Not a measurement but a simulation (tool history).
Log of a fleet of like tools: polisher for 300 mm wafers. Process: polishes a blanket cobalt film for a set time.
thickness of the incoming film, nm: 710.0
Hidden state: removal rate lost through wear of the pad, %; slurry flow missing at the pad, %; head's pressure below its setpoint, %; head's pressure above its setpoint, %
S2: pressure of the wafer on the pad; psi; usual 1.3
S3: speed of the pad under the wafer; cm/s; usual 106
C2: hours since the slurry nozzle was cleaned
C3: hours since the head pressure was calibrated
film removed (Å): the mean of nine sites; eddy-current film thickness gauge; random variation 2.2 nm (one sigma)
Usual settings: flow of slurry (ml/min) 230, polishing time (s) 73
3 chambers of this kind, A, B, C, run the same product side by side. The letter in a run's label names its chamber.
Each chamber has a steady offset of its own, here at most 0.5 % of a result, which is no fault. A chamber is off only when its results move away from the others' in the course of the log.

{"run": "1C", "hour": 16.2, "flow of slurry (ml/min)": 230, "S2": 1.3, "S3": 106, "polishing time (s)": 73, "wafers polished on this pad": 822, "C2": 123.2, "C3": 479.9, "film removed (Å)": 2580.3}
{"hour": 19.8, "done": "chamber B: worn pad replaced by a new one"}
{"run": "2B", "hour": 24.4, "flow of slurry (ml/min)": 230, "S2": 1.3, "S3": 106, "polishing time (s)": 73, "wafers polished on this pad": 51, "C2": 384.6, "C3": 279.3, "film removed (Å)": 2593.8}
{"run": "3A", "hour": 40.0, "flow of slurry (ml/min)": 230, "S2": 1.3, "S3": 106, "polishing time (s)": 73, "wafers polished on this pad": 500, "C2": 327.6, "C3": 1239, "film removed (Å)": 2597.2}
{"hour": 52.1, "done": "chamber C: worn pad replaced by a new one"}
{"run": "4B", "hour": 55.6, "flow of slurry (ml/min)": 230, "S2": 1.3, "S3": 106, "polishing time (s)": 73, "wafers polished on this pad": 397, "C2": 415.8, "C3": 310.5, "film removed (Å)": 2535}
{"run": "5C", "hour": 63.3, "flow of slurry (ml/min)": 230, "S2": 1.3, "S3": 106, "polishing time (s)": 82, "wafers polished on this pad": 124, "C2": 170.3, "C3": 527, "film removed (Å)": 2930.2}
{"hour": 72.6, "done": "chamber A: slurry nozzle cleaned"}
{"run": "6A", "hour": 77.4, "flow of slurry (ml/min)": 230, "S2": 1.3, "S3": 106, "polishing time (s)": 82, "wafers polished on this pad": 914, "C2": 4.8, "C3": 1276.4, "film removed (Å)": 2892.9}
{"run": "7C", "hour": 88.1, "flow of slurry (ml/min)": 230, "S2": 1.3, "S3": 106, "polishing time (s)": 82, "wafers polished on this pad": 399, "C2": 195.1, "C3": 551.8, "film removed (Å)": 2880}
{"hour": 94.3, "done": "chamber B: worn pad replaced by a new one"}
{"hour": 102.2, "done": "chamber A: head pressure recalibrated"}
{"hour": 103.6, "done": "chamber C: slurry nozzle cleaned"}
{"run": "8A", "hour": 103.7, "flow of slurry (ml/min)": 230, "S2": 1.3, "S3": 106, "polishing time (s)": 73, "wafers polished on this pad": 1206, "C2": 31.1, "C3": 1.6, "film removed (Å)": 2598.9}
{"run": "9B", "hour": 117.8, "flow of slurry (ml/min)": 230, "S2": 1.3, "S3": 106, "polishing time (s)": 73, "wafers polished on this pad": 260, "C2": 478, "C3": 372.7, "film removed (Å)": 2575.1}
{"run": "10A", "hour": 129.6, "flow of slurry (ml/min)": 230, "S2": 1.3, "S3": 106, "polishing time (s)": 73, "wafers polished on this pad": 1492, "C2": 57, "C3": 27.5, "film removed (Å)": 2628.9}
{"hour": 133.4, "done": "chamber A: worn pad replaced by a new one"}
{"run": "11C", "hour": 141.4, "flow of slurry (ml/min)": 230, "S2": 1.3, "S3": 106, "polishing time (s)": 73, "wafers polished on this pad": 990, "C2": 37.8, "C3": 605.1, "film removed (Å)": 2565.6}
{"run": "12B", "hour": 157.4, "flow of slurry (ml/min)": 230, "S2": 1.3, "S3": 94, "polishing time (s)": 73, "wafers polished on this pad": 699, "C2": 517.6, "C3": 412.3, "film removed (Å)": 2237.1}
{"run": "13B", "hour": 167.2, "flow of slurry (ml/min)": 230, "S2": 1.3, "S3": 94, "polishing time (s)": 73, "wafers polished on this pad": 807, "C2": 527.4, "C3": 422.1, "film removed (Å)": 2276.5}
{"hour": 170.1, "done": "chamber B: worn pad replaced by a new one"}
{"run": "14C", "hour": 176.5, "flow of slurry (ml/min)": 230, "S2": 1.3, "S3": 94, "polishing time (s)": 73, "wafers polished on this pad": 1379, "C2": 72.9, "C3": 640.2, "film removed (Å)": 2279.6}
{"hour": 177.5, "done": "chamber C: worn pad replaced by a new one"}
{"run": "15A", "hour": 186.6, "flow of slurry (ml/min)": 230, "S2": 1.3, "S3": 106, "polishing time (s)": 73, "wafers polished on this pad": 589, "C2": 114, "C3": 84.5, "film removed (Å)": 2565.2}
{"run": "16B", "hour": 196.9, "flow of slurry (ml/min)": 230, "S2": 1.3, "S3": 106, "polishing time (s)": 73, "wafers polished on this pad": 297, "C2": 557.1, "C3": 451.8, "film removed (Å)": 2537.2}
{"run": "17A", "hour": 207.2, "flow of slurry (ml/min)": 230, "S2": 1.3, "S3": 106, "polishing time (s)": 73, "wafers polished on this pad": 817, "C2": 134.6, "C3": 105.1, "film removed (Å)": 2534.6}
{"run": "18C", "hour": 220.8, "flow of slurry (ml/min)": 230, "S2": 1.3, "S3": 106, "polishing time (s)": 73, "wafers polished on this pad": 479, "C2": 117.2, "C3": 684.5, "film removed (Å)": 2550.9}
{"run": "19A", "hour": 229.1, "flow of slurry (ml/min)": 230, "S2": 1.3, "S3": 106, "polishing time (s)": 73, "wafers polished on this pad": 1060, "C2": 156.5, "C3": 127, "film removed (Å)": 2595.2}
{"run": "20C", "hour": 241.8, "flow of slurry (ml/min)": 230, "S2": 1.3, "S3": 106, "polishing time (s)": 73, "wafers polished on this pad": 712, "C2": 138.2, "C3": 705.5, "film removed (Å)": 2589.3}
{"hour": 252.5, "done": "chamber B: worn pad replaced by a new one"}
{"run": "21B", "hour": 256.9, "flow of slurry (ml/min)": 230, "S2": 1.3, "S3": 106, "polishing time (s)": 73, "wafers polished on this pad": 49, "C2": 617.1, "C3": 511.8, "film removed (Å)": 2567.3}
{"run": "22B", "hour": 264.4, "flow of slurry (ml/min)": 230, "S2": 1.3, "S3": 106, "polishing time (s)": 73, "wafers polished on this pad": 132, "C2": 624.6, "C3": 519.3, "film removed (Å)": 2560.6}
{"run": "23C", "hour": 273.6, "flow of slurry (ml/min)": 230, "S2": 1.3, "S3": 106, "polishing time (s)": 73, "wafers polished on this pad": 1064, "C2": 170, "C3": 737.3, "film removed (Å)": 2537.2}
{"hour": 278.8, "done": "chamber C: worn pad replaced by a new one"}
{"run": "24A", "hour": 281.5, "flow of slurry (ml/min)": 230, "S2": 1.3, "S3": 106, "polishing time (s)": 73, "wafers polished on this pad": 1641, "C2": 208.9, "C3": 179.4, "film removed (Å)": 2568.3}
{"hour": 285.6, "done": "chamber A: worn pad replaced by a new one"}
{"run": "25A", "hour": 294.3, "flow of slurry (ml/min)": 200, "S2": 1.6, "S3": 106, "polishing time (s)": 73, "wafers polished on this pad": 96, "C2": 221.7, "C3": 192.2, "film removed (Å)": 3086}
{"run": "26C", "hour": 302.7, "flow of slurry (ml/min)": 200, "S2": 1.6, "S3": 106, "polishing time (s)": 73, "wafers polished on this pad": 265, "C2": 199.1, "C3": 766.4, "film removed (Å)": 3113.9}
{"run": "27B", "hour": 315.2, "flow of slurry (ml/min)": 200, "S2": 1.6, "S3": 106, "polishing time (s)": 73, "wafers polished on this pad": 695, "C2": 675.4, "C3": 570.1, "film removed (Å)": 3164.4}
{"run": "28B", "hour": 325.1, "flow of slurry (ml/min)": 230, "S2": 1.3, "S3": 106, "polishing time (s)": 73, "wafers polished on this pad": 805, "C2": 685.3, "C3": 580, "film removed (Å)": 2582.2}
{"run": "29C", "hour": 333.6, "flow of slurry (ml/min)": 230, "S2": 1.3, "S3": 106, "polishing time (s)": 73, "wafers polished on this pad": 608, "C2": 230, "C3": 797.3, "film removed (Å)": 2573}
{"hour": 335.2, "done": "chamber B: slurry nozzle cleaned"}
{"hour": 338.2, "done": "chamber B: worn pad replaced by a new one"}
{"run": "30A", "hour": 346.6, "flow of slurry (ml/min)": 230, "S2": 1.3, "S3": 106, "polishing time (s)": 73, "wafers polished on this pad": 675, "C2": 274, "C3": 244.5, "film removed (Å)": 2583.6}
{"run": "31C", "hour": 359.4, "flow of slurry (ml/min)": 230, "S2": 1.3, "S3": 106, "polishing time (s)": 73, "wafers polished on this pad": 893, "C2": 255.8, "C3": 823.1, "film removed (Å)": 2585.5}
{"run": "32B", "hour": 371.5, "flow of slurry (ml/min)": 230, "S2": 1.3, "S3": 106, "polishing time (s)": 73, "wafers polished on this pad": 368, "C2": 36.3, "C3": 626.4, "film removed (Å)": 2595}
{"run": "33A", "hour": 386.9, "flow of slurry (ml/min)": 230, "S2": 1.3, "S3": 106, "polishing time (s)": 73, "wafers polished on this pad": 1122, "C2": 314.3, "C3": 284.8, "film removed (Å)": 2580}

All 3 chambers run these settings next. Forecast each chamber's results:
{"run": "34A", "hour": 398.6, "flow of slurry (ml/min)": 230, "S2": 1.3, "S3": 106, "polishing time (s)": 73, "film removed (Å)": "?"}
{"run": "34B", "hour": 398.6, "flow of slurry (ml/min)": 230, "S2": 1.3, "S3": 106, "polishing time (s)": 73, "film removed (Å)": "?"}
{"run": "34C", "hour": 398.6, "flow of slurry (ml/min)": 230, "S2": 1.3, "S3": 106, "polishing time (s)": 73, "film removed (Å)": "?"}

run=34A film_removed_(Å)=2571.1
run=34B film_removed_(Å)=2593.2
run=34C film_removed_(Å)=2558.5
